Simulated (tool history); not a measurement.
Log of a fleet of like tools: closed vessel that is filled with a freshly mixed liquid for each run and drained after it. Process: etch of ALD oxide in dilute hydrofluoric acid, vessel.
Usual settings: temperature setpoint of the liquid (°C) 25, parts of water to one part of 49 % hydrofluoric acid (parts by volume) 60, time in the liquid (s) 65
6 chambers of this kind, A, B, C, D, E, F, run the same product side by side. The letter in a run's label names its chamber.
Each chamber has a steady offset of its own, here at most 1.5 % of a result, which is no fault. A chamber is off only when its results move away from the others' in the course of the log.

run     day  temperature setpoint of the liquid (°C)  parts of water to one part of 49 % hydrofluoric acid (parts by volume)  time in the liquid (s)  hours since the thermometer was replaced  hours since the hydrofluoric acid flow meter was replaced  read-back film thickness of the ALD oxide reference wafer, read on the same gauge (nm)  thickness taken off the ALD oxide on a monitor wafer (angstrom)
 1E   0.379                                       25                                                                      60                      65                                    1020.6                                                      135.6                                                                                  129.96                                                           131.17
 2F     0.8                                       25                                                                      60                      65                                     418.5                                                      716.3                                                                                  130.04                                                           132.98
 3C   1.254                                       25                                                                      60                      65                                     447.7                                                      351.8                                                                                  130.03                                                           130.08
 4D     1.6                                       25                                                                      60                      65                                     685.9                                                      901.2                                                                                     130                                                           130.84
 5B   2.125                                       25                                                                      60                      65                                     283.4                                                     1042.5                                                                                  130.04                                                           129.85
 6A   2.612                                       25                                                                      60                      65                                     396.6                                                       1041                                                                                  129.99                                                           131.13
 7C   3.129                                       25                                                                      60                      65                                     492.7                                                      396.8                                                                                     130                                                           129.42
 8A   3.596                                       25                                                                      60                      65                                     420.2                                                     1064.6                                                                                     130                                                           127.37
 9E   3.975                                       25                                                                      60                      65                                    1106.9                                                      221.9                                                                                  130.03                                                            133.7
10B   4.346                                       25                                                                      60                      65                                     336.7                                                     1095.8                                                                                     130                                                           132.12
11D   4.712                                       25                                                                      60                      65                                     760.6                                                      975.9                                                                                  129.99                                                           131.65
12F   5.038                                       25                                                                      60                      65                                     520.2                                                        818                                                                                  130.01                                                           132.92
13E   5.429                                       25                                                                      60                      65                                    1141.8                                                      256.8                                                                                  130.02                                                            134.3
14C   5.925                                       25                                                                      60                      65                                     559.8                                                      463.9                                                                                  129.98                                                           130.61
15B   6.483                                       25                                                                      60                      65                                       388                                                     1147.1                                                                                  129.98                                                           132.35
16F   6.862                                       25                                                                      60                      65                                       564                                                      861.8                                                                                  130.03                                                           133.18
17A   7.346                                     22.5                                                                      60                      65                                     510.2                                                     1154.6                                                                                  130.02                                                           117.84
18D   7.792                                     22.5                                                                      60                      65                                     834.5                                                     1049.8                                                                                  130.03                                                           117.99
19A   8.296                                     22.5                                                                      60                      65                                       533                                                     1177.4                                                                                  129.99                                                           117.61
20C    8.65                                     22.5                                                                      60                      65                                     625.2                                                      529.3                                                                                  129.98                                                           119.59
21B   8.929                                     22.5                                                                      60                      65                                     446.7                                                     1205.8                                                                                  130.01                                                           119.72
22F   9.496                                     22.5                                                                      60                      65                                     627.2                                                        925                                                                                  130.01                                                           120.59
23E   9.842                                       25                                                                      60                      65                                    1247.7                                                      362.7                                                                                  130.02                                                           132.34
24D  10.138                                       25                                                                      60                      65                                     890.8                                                     1106.1                                                                                     130                                                           130.23
25C  10.646                                       25                                                                      60                      65                                     673.1                                                      577.2                                                                                  130.04                                                           133.21
26A  10.967                                       25                                                                      60                      65                                     597.1                                                     1241.5                                                                                  130.01                                                           129.19
27E  11.279                                       25                                                                      60                      65                                    1282.2                                                      397.2                                                                                     130                                                           132.98
28D  11.529                                       25                                                                      60                      65                                     924.2                                                     1139.5                                                                                  130.01                                                           130.72
29B  11.879                                       25                                                                      60                      65                                     517.5                                                     1276.6                                                                                  129.98                                                           131.81
30F  12.338                                       25                                                                      60                      65                                     695.4                                                      993.2                                                                                  129.97                                                           131.62
       12.6  -- chamber A: hydrofluoric acid flow meter replaced
     12.833  -- chamber B: hydrofluoric acid flow meter replaced
31F  12.867                                       25                                                                      60                      65                                     708.1                                                     1005.9                                                                                  129.98                                                           132.83
32E  13.129                                       27                                                                      60                      65                                    1326.6                                                      441.6                                                                                  130.03                                                           140.17
     13.429  -- chamber D: thermometer replaced
33C  13.646                                       27                                                                      60                      65                                     745.1                                                      649.2                                                                                     130                                                           148.43
34A  14.092                                       27                                                                      60                      65                                     672.1                                                       35.9                                                                                  129.99                                                           140.85
35B    14.5                                       27                                                                      60                      65                                     580.4                                                       40.1                                                                                     130                                                           140.39
36D  14.858                                       27                                                                      60                      65                                      34.4                                                     1219.4                                                                                  129.98                                                           143.28
37E  15.304                                       27                                                                      60                      65                                    1378.8                                                      493.8                                                                                  130.02                                                           146.07
38A  15.762                                       25                                                                      60                      65                                     712.2                                                         76                                                                                  130.04                                                           131.14
39B  16.246                                     21.5                                                                      60                      65                                     622.3                                                         82                                                                                     130                                                           113.61
40D  16.775                                     21.5                                                                      60                      65                                      80.4                                                     1265.4                                                                                  130.01                                                            112.8

All 6 chambers run these settings next. Forecast each chamber's results:
41A  17.188                                       25                                                                      60                      65                                                                                                                                                                                                                                                             ?
41B  17.188                                       25                                                                      60                      65                                                                                                                                                                                                                                                             ?
41C  17.188                                       25                                                                      60                      65                                                                                                                                                                                                                                                             ?
41D  17.188                                       25                                                                      60                      65                                                                                                                                                                                                                                                             ?
41E  17.188                                       25                                                                      60                      65                                                                                                                                                                                                                                                             ?
41F  17.188                                       25                                                                      60                      65                                                                                                                                                                                                                                                             ?

run  thickness taken off the ALD oxide on a monitor wafer (angstrom)
41A                                                           129.71
41B                                                           131.63
41C                                                           144.15
41D                                                           131.47
41E                                                            132.4
41F                                                           132.72
